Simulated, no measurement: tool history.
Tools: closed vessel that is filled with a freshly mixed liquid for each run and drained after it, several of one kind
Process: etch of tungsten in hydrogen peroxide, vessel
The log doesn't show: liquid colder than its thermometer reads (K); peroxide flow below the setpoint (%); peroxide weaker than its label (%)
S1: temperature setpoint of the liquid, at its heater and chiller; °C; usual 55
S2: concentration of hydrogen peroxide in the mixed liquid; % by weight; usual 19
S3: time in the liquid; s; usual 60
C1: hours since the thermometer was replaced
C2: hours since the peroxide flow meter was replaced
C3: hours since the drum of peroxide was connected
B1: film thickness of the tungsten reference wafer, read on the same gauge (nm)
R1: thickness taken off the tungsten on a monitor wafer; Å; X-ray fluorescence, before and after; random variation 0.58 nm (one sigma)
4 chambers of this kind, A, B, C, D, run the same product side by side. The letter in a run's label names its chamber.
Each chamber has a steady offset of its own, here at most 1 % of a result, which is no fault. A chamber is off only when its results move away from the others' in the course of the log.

run,hour,S1,S2,S3,C1,C2,C3,B1,R1
1B,7.3,55,19,60,1125.7,488.5,685.5,150,1152.3
2C,14.3,55,19,60,252.7,1866,82.4,150.01,1133.9
3A,22.2,55,19,60,620.9,69.9,86.2,149.99,1135.7
4D,29,55,19,60,1524.1,686,78.6,150.03,1147.5
5C,34.3,55,19,60,272.7,1886,102.4,149.97,1143.4
6D,39.6,55,19,60,1534.7,696.6,89.2,150.01,1134.5
7B,47.6,55,19,60,1166,528.8,725.8,149.98,1153
8A,55,55,19,60,653.7,102.7,119,149.94,1133.7
9B,61.3,55,19,60,1179.7,542.5,739.5,149.97,1151.6
10A,68.4,55,19,60,667.1,116.1,132.4,149.98,1142.6
11C,72.9,55,19,60,311.3,1924.6,141,149.95,1118.2
12D,77.3,55,19,60,1572.4,734.3,126.9,150,1152.4
13C,84.6,55,19,60,323,1936.3,152.7,149.99,1107.2
14B,91.8,55,19,60,1210.2,573,770,150.02,1157
15A,97.2,55,19,60,695.9,144.9,161.2,149.99,1139.6
16D,104.7,55,19,60,1599.8,761.7,154.3,150.01,1144.7
17A,112.8,55,19,60,711.5,160.5,176.8,149.98,1134.4
18D,121.3,55,19,60,1616.4,778.3,170.9,150,1155.7
19C,128.9,55,19,60,367.3,1980.6,197,150.02,1079
# hour 129.2: chamber C: peroxide flow meter replaced
20B,133.5,62.5,19,60,1251.9,614.7,811.7,149.98,1777.4
21A,139.3,62.5,19,60,738,187,203.3,150.02,1753.5
22C,146.9,62.5,19,60,385.3,17.8,215,150.03,1662.9
23D,155.4,62.5,19,60,1650.5,812.4,205,149.99,1766
24B,160.7,55,19,60,1279.1,641.9,838.9,149.99,1139.7

Next, every chamber runs the same settings. What will each give?
25A,166.8,55,19,60,,,,,?
25B,166.8,55,19,60,,,,,?
25C,166.8,55,19,60,,,,,?
25D,166.8,55,19,60,,,,,?

run,R1
25A,1139.8
25B,1153.8
25C,1068.9
25D,1145.2
